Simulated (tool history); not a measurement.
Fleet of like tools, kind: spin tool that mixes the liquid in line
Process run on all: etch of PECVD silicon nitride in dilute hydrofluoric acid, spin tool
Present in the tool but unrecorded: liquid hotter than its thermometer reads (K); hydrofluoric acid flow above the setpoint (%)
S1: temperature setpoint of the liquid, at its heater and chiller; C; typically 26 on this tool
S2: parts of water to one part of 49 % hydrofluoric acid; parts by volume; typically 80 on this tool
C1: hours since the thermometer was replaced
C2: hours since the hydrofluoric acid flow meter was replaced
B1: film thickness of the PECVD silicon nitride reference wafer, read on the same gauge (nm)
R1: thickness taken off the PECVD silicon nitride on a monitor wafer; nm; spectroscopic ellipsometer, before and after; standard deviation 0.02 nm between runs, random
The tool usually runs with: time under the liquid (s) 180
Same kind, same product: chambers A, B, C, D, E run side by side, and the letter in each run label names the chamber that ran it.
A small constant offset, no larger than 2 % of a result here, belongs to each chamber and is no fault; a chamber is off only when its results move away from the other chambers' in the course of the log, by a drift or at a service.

Run 1E, hour 3: usual settings; C1 394.7; C2 1638.4; B1 109.98. Result: R1 4.3528 nm.
Run 2B, hour 5.5: usual settings; C1 430.1; C2 622; B1 110. Result: R1 4.4473 nm.
Run 3D, hour 7.4: usual settings; C1 1197.5; C2 1578.9; B1 109.99. Result: R1 4.4358 nm.
Run 4C, hour 11.5: usual settings; C1 1653.1; C2 1440.1; B1 110.05. Result: R1 4.3452 nm.
At hour 14.4: chamber D: thermometer replaced.
Run 5A, hour 14.9: usual settings but S1 30 C, S2 65 parts by volume; C1 1755.4; C2 685.3; B1 109.99. Result: R1 7.0339 nm.
Run 6D, hour 17.3: usual settings but S1 30 C, S2 65 parts by volume; C1 3; C2 1588.8; B1 109.98. Result: R1 7.078 nm.
Run 7E, hour 20.4: usual settings but S1 30 C, S2 65 parts by volume; C1 412.1; C2 1655.8; B1 109.97. Result: R1 6.8688 nm.
At hour 22.4: chamber A: hydrofluoric acid flow meter replaced.
Run 8A, hour 24.4: usual settings but S1 30 C, S2 65 parts by volume; C1 1764.9; C2 2; B1 110.05. Result: R1 7.0159 nm.
Run 9C, hour 26.7: usual settings but S1 30 C, S2 65 parts by volume; C1 1668.3; C2 1455.3; B1 110.01. Result: R1 6.9392 nm.
Run 10B, hour 29.5: usual settings; C1 454.1; C2 646; B1 110.02. Result: R1 4.4684 nm.
Run 11B, hour 32.2: usual settings but time under the liquid (s) 225; C1 456.8; C2 648.7; B1 109.96. Result: R1 5.6003 nm.
Run 12A, hour 35.2: usual settings but time under the liquid (s) 225; C1 1775.7; C2 12.8; B1 110.01. Result: R1 5.6067 nm.
Run 13C, hour 37: usual settings but time under the liquid (s) 225; C1 1678.6; C2 1465.6; B1 110.01. Result: R1 5.3942 nm.
Run 14D, hour 41.1: usual settings but time under the liquid (s) 225; C1 26.8; C2 1612.6; B1 110. Result: R1 5.5477 nm.
Run 15E, hour 44.4: usual settings but time under the liquid (s) 225; C1 436.1; C2 1679.8; B1 109.98. Result: R1 5.4216 nm.
Run 16E, hour 47.8: usual settings; C1 439.5; C2 1683.2; B1 109.98. Result: R1 4.3565 nm.
Run 17B, hour 51: usual settings; C1 475.6; C2 667.5; B1 110.01. Result: R1 4.4621 nm.
Run 18D, hour 55: usual settings; C1 40.7; C2 1626.5; B1 110.01. Result: R1 4.4419 nm.
Run 19A, hour 56.9: usual settings; C1 1797.4; C2 34.5; B1 109.99. Result: R1 4.4995 nm.
Run 20C, hour 59.1: usual settings but S2 45 parts by volume; C1 1700.7; C2 1487.7; B1 110.01. Result: R1 7.6283 nm.
Run 21A, hour 61.4: usual settings but S2 45 parts by volume; C1 1801.9; C2 39; B1 109.98. Result: R1 7.9044 nm.
Run 22C, hour 64.4: usual settings but S2 45 parts by volume; C1 1706; C2 1493; B1 109.97. Result: R1 7.6467 nm.
Run 23B, hour 68: usual settings but S2 45 parts by volume; C1 492.6; C2 684.5; B1 110. Result: R1 7.8378 nm.
Run 24E, hour 71.2: usual settings but S2 45 parts by volume; C1 462.9; C2 1706.6; B1 109.95. Result: R1 7.6883 nm.
Run 25D, hour 75.1: usual settings; C1 60.8; C2 1646.6; B1 110.04. Result: R1 4.4442 nm.
Run 26E, hour 79.3: usual settings; C1 471; C2 1714.7; B1 110.01. Result: R1 4.3455 nm.
Run 27C, hour 81.4: usual settings; C1 1723; C2 1510; B1 110.01. Result: R1 4.3801 nm.
Run 28D, hour 83.6: usual settings; C1 69.3; C2 1655.1; B1 109.98. Result: R1 4.4109 nm.
Run 29A, hour 87.3: usual settings; C1 1827.8; C2 64.9; B1 110.03. Result: R1 4.5439 nm.
Run 30B, hour 89.1: usual settings; C1 513.7; C2 705.6; B1 109.97. Result: R1 4.4526 nm.
Run 31E, hour 92.7: usual settings; C1 484.4; C2 1728.1; B1 109.96. Result: R1 4.3291 nm.
Run 32B, hour 94.7: usual settings; C1 519.3; C2 711.2; B1 109.97. Result: R1 4.4925 nm.
Run 33A, hour 97.8: usual settings but time under the liquid (s) 275; C1 1838.3; C2 75.4; B1 109.99. Result: R1 6.9547 nm.
Run 34C, hour 101.1: usual settings but time under the liquid (s) 275; C1 1742.7; C2 1529.7; B1 110.03. Result: R1 6.6721 nm.
Run 35D, hour 103.2: usual settings but time under the liquid (s) 275; C1 88.9; C2 1674.7; B1 109.99. Result: R1 6.785 nm.
Run 36B, hour 106.2: usual settings but time under the liquid (s) 275; C1 530.8; C2 722.7; B1 109.95. Result: R1 6.8512 nm.
Run 37E, hour 108.4: usual settings but time under the liquid (s) 275; C1 500.1; C2 1743.8; B1 109.94. Result: R1 6.6762 nm.
Run 38A, hour 112.2: usual settings; C1 1852.7; C2 89.8; B1 110. Result: R1 4.6159 nm.
Run 39D, hour 115.6: usual settings; C1 101.3; C2 1687.1; B1 109.98. Result: R1 4.4276 nm.
Run 40C, hour 119.2: usual settings; C1 1760.8; C2 1547.8; B1 109.97. Result: R1 4.3525 nm.
Run 41C, hour 122.5: usual settings; C1 1764.1; C2 1551.1; B1 110.02. Result: R1 4.3398 nm.
Run 42D, hour 124.7: usual settings; C1 110.4; C2 1696.2; B1 109.98. Result: R1 4.4242 nm.
Run 43A, hour 128.8: usual settings; C1 1869.3; C2 106.4; B1 110.03. Result: R1 4.6617 nm.
Run 44E, hour 131.3: usual settings; C1 523; C2 1766.7; B1 110.01. Result: R1 4.3512 nm.

Next, all 5 chambers run the settings below, one line each with question marks for the results. What does each chamber give?
Run 45A, hour 134.3: usual settings. Result: R1 ?.
Run 45B, hour 134.3: usual settings. Result: R1 ?.
Run 45C, hour 134.3: usual settings. Result: R1 ?.
Run 45D, hour 134.3: usual settings. Result: R1 ?.
Run 45E, hour 134.3: usual settings. Result: R1 ?.

run      R1
45A  4.7048
45B  4.4227
45C   4.342
45D   4.385
45E  4.3219
